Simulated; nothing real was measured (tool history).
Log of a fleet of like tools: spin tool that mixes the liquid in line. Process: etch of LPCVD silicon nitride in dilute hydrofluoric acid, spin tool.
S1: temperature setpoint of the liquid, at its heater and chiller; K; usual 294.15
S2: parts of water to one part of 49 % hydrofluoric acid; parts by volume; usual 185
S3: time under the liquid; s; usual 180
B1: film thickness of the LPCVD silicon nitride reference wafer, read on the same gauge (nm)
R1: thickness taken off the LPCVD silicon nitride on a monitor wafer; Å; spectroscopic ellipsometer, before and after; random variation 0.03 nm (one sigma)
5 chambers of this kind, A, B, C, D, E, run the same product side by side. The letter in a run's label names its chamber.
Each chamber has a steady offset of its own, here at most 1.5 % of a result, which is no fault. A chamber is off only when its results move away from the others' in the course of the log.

run	hour	S1	S2	S3	B1	R1
# hour 5: chamber E: thermometer replaced
1D	10.9	294.15	185	180	110.03	4.4538
2E	27.1	294.15	185	180	110.01	4.8565
3B	37.1	294.15	185	180	110	4.2413
4C	50.7	294.15	185	180	110.02	4.4463
5A	59.8	294.15	185	180	110	4.0277
6B	66.9	294.15	185	180	109.98	4.4055
7D	75.3	297.15	185	270	109.97	8.1737
# hour 82: chamber D: thermometer replaced
8E	87.3	297.15	185	270	109.97	7.4473
9C	103.2	297.15	185	270	109.99	7.5796
10A	117.6	297.15	185	270	109.96	7.5435
11A	130.4	297.15	185	270	110.01	7.7419
12D	141.8	294.15	185	180	110.02	4.7751
13E	155.1	294.15	185	180	110.03	4.2486
14C	162.6	294.15	185	180	109.98	4.1923
15B	177.2	294.15	185	180	109.98	3.5863
16A	186.7	294.15	185	180	109.99	3.4933
17B	194.8	294.15	185	180	110.04	4.0678
18E	210.9	294.15	185	180	109.99	4.743
19C	219.5	297.15	185	100	110.03	3.1366
# hour 224.6: chamber C: hydrofluoric acid flow meter replaced
20D	226.8	297.15	185	100	110.01	3.0048
21A	237.3	297.15	185	100	109.96	2.8681
22D	246.4	297.15	185	100	110	2.8659
23C	255	297.15	185	100	109.98	2.7493
24E	263.1	295.65	185	115	109.98	3.2618
25B	275.7	295.65	185	115	110.03	3.3769
26E	283.4	295.65	185	115	110.03	2.9508
27D	292.3	295.65	185	115	110.01	2.9603
28C	302.1	295.65	185	115	109.96	3.0676
29A	316.3	294.15	185	180	109.99	4.6263
30B	325.4	294.15	185	180	109.99	4.4439
31D	334.8	294.15	185	180	109.97	4.1738

Is one chamber off against the others, does the gauge drift, or is nothing wrong? If a chamber is off, say which, and what the likeliest cause is.

No chamber stands off beyond its own small offset, and the gauge holds steady.
